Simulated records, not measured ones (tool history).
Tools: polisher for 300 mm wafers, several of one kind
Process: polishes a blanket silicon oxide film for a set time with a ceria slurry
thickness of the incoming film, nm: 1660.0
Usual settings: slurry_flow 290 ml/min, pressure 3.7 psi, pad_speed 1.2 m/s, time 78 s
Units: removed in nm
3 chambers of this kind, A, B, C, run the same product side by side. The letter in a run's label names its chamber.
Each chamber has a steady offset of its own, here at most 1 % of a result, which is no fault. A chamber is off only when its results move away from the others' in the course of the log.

run	hour	slurry_flow	pressure	pad_speed	time	wafers polished on this pad	hours since the slurry nozzle was cleaned	hours since the head pressure was calibrated	removed
1A	16.2	290	3.7	1.2	78	957	346.9	207.6	569.32
2B	26.7	290	3.7	1.2	78	716	530	611.2	562.27
# hour 30.9: chamber A: slurry nozzle cleaned
# hour 36: chamber C: slurry nozzle cleaned
# hour 40: chamber A: worn pad replaced by a new one
3C	41.1	290	3.7	1.2	78	688	5.1	292.9	562.54
# hour 51.2: chamber C: worn pad replaced by a new one
4C	54.5	290	3.7	1.2	78	44	18.5	306.3	568.81
5A	65.2	290	3.7	1.2	78	335	34.4	256.6	564.31
# hour 76.3: chamber B: worn pad replaced by a new one
6B	81.4	290	3.7	1.2	78	68	584.7	665.9	551.71
7B	95.6	290	3.7	1.2	78	257	598.9	680.1	563.23
8C	103.1	290	3.7	1.2	78	688	67.1	354.9	563.82
# hour 104.6: chamber C: worn pad replaced by a new one
# hour 110: chamber B: slurry nozzle cleaned
9A	113.1	290	3.7	1.2	78	970	82.3	304.5	567.51
# hour 119.8: chamber A: worn pad replaced by a new one
10A	121.7	290	3.7	1.2	78	25	90.9	313.1	564.04
# hour 131.5: chamber B: head pressure recalibrated
11B	136	290	3.7	1.2	78	792	26.1	4.6	639.07
12C	151.5	290	3.7	1.2	78	623	115.5	403.3	567.21
# hour 164.5: chamber C: worn pad replaced by a new one
13A	166	290	3.7	1.2	78	613	135.2	357.4	559.99
# hour 173.5: chamber B: worn pad replaced by a new one
14C	176	290	3.7	1.2	78	153	140	427.8	567.7
15B	183.7	290	3.7	1.2	78	135	73.8	52.3	628.11
16C	191.7	290	3.7	1.2	78	361	155.7	443.5	558.38
17A	203.1	290	3.7	1.2	78	1105	172.3	394.5	572.96
18B	218.3	290	3.7	1.2	78	594	108.4	86.9	631.95
# hour 219.7: chamber A: worn pad replaced by a new one
# hour 220.1: chamber C: worn pad replaced by a new one
19C	229.3	290	3.7	1.2	78	122	193.3	481.1	577.27
20A	239	290	3.7	1.2	78	256	208.2	430.4	566.95
# hour 251.4: chamber B: worn pad replaced by a new one
21B	254.2	290	3.7	1.2	78	38	144.3	122.8	636.43
22C	265.1	290	3.7	1.2	78	596	229.1	516.9	567.3
23B	273.4	290	3.7	1.2	78	292	163.5	142	640.69

Next, every chamber runs the same settings. What will each give?
24A	285.2	290	3.7	1.2	78				?
24B	285.2	290	3.7	1.2	78				?
24C	285.2	290	3.7	1.2	78				?

run	removed
24A	558.42
24B	636.28
24C	566.87

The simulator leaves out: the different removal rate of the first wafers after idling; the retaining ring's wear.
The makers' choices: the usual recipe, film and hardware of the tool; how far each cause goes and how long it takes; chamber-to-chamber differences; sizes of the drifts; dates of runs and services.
